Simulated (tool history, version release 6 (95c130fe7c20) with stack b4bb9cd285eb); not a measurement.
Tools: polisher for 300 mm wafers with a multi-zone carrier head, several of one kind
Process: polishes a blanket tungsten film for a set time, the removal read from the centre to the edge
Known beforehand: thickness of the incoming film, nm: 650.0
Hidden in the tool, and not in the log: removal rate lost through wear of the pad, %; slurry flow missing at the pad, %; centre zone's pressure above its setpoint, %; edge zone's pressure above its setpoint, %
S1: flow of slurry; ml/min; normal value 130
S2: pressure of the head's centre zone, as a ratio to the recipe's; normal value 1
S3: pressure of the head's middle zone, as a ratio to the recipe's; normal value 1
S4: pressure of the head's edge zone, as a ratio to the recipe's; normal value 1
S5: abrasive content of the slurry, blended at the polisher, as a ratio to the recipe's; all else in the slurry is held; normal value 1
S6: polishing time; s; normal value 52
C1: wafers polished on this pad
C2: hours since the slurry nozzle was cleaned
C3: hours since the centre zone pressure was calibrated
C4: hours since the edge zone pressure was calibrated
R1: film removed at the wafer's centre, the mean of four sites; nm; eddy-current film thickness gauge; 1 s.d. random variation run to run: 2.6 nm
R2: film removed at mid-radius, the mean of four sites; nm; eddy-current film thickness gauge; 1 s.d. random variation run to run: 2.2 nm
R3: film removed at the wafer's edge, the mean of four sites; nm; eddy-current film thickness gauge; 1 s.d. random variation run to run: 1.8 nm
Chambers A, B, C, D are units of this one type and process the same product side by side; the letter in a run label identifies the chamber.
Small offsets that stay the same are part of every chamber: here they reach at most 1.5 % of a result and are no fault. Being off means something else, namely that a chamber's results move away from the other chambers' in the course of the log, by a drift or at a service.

run,hour,S1,S2,S3,S4,S5,S6,C1,C2,C3,C4,R1,R2,R3
1D,8.1,130,1,1,1,1,52,296,101.8,70.6,820.5,213.47,219.3,220.1
# hour 12.9: chamber B: worn pad replaced by a new one
2B,14.2,130,1,1,1,1,52,13,285.5,517.8,643.4,216.52,212.82,220.1
3A,19.4,130,1,1,1,1,52,612,269.3,351.9,159.7,219.6,218.17,221.17
4C,25.7,130,1,1,1,1,52,582,342.6,42.2,155,216.07,216.09,215.95
5A,32.7,130,1,0.92,1,1,52,747,282.6,365.2,173,213.76,202.44,218.99
# hour 33.9: chamber C: worn pad replaced by a new one
# hour 36.4: chamber D: worn pad replaced by a new one
6D,38.7,130,1,0.92,1,1,52,23,132.4,101.2,851.1,213.61,201.18,214.54
7B,45.5,130,1,0.92,1,1,52,331,316.8,549.1,674.7,217.29,197.96,219.11
# hour 49.1: chamber B: edge zone pressure recalibrated
8C,53.1,130,1,0.92,1,1,52,195,370,69.6,182.4,221.77,201.2,215.75
9C,58,130,1,1,1,1,52,245,374.9,74.5,187.3,215.27,214.57,215.24
# hour 63.9: chamber B: slurry nozzle cleaned
10B,66.6,130,1,1,1,1,52,545,2.8,570.2,17.6,213.63,210.04,213.85
11A,72.9,130,1,1,1,1,52,1155,322.8,405.4,213.2,206.62,210.24,214.72
# hour 82.1: chamber B: worn pad replaced by a new one
12D,82.4,130,1,1,1,1,52,467,176.1,144.9,894.8,218.51,213.85,218.96
13B,87.5,130,1,1,1,1,52,55,23.7,591.1,38.5,213.61,217.98,217.44
# hour 88.3: chamber C: worn pad replaced by a new one
# hour 92.7: chamber D: worn pad replaced by a new one
14D,93.3,130,1,1,1,1,52,7,187,155.8,905.7,217.33,215.35,215.65
15A,101.4,130,1,1,1,1,52,1444,351.3,433.9,241.7,212.06,212.16,211.02
16C,110.1,130,1,1,1,1,52,221,427,126.6,239.4,222.34,217.63,215.45
17C,114.3,130,1,1,1,1,52,264,431.2,130.8,243.6,221.73,219.56,212.16
18A,119.3,160,1,1,1,1.15,52,1626,369.2,451.8,259.6,227.37,223.3,223.2
19D,128.7,160,1,1,1,1.15,52,366,222.4,191.2,941.1,236.13,232.96,232.95
20B,134.3,160,1,1,1,1.15,52,530,70.5,637.9,85.3,235.42,232.54,235.77
21C,141.9,160,1,1,1,1.15,52,544,458.8,158.4,271.2,235.22,235.47,230.95
# hour 143.3: chamber C: worn pad replaced by a new one
22A,148.1,130,1,1,1,1,52,1919,398,480.6,288.4,206.42,207.18,206.2
# hour 149.4: chamber D: worn pad replaced by a new one
23D,157.5,130,1,1,1.11,1,45,82,251.2,220,969.9,191.3,189.18,194.9
24B,161.9,130,1,1,1.11,1,45,811,98.1,665.5,112.9,183.78,182.89,200.07
# hour 165.3: chamber B: worn pad replaced by a new one
25D,166.6,130,1,1,1.11,1,45,175,260.3,229.1,979,190.68,189.18,198.6
26B,172.1,130,1,1,1.11,1,45,69,108.3,675.7,123.1,191.82,186.57,196.72
27C,181.5,130,1,1,1,1,52,388,498.4,198,310.8,213.76,213.82,210.57
28A,187.6,130,1,1,1,1,52,2320,437.5,520.1,327.9,203.55,201.02,203.06

Next, all 4 chambers run the settings below, one line each with question marks for the results. What does each chamber give?
29A,194.5,130,1,1,1,1,52,,,,,?,?,?
29B,194.5,130,1,1,1,1,52,,,,,?,?,?
29C,194.5,130,1,1,1,1,52,,,,,?,?,?
29D,194.5,130,1,1,1,1,52,,,,,?,?,?

run,R1,R2,R3
29A,203.36,201.9,201.72
29B,219.68,216.11,218.49
29C,212.04,215.3,212.76
29D,217.34,216.04,215.78
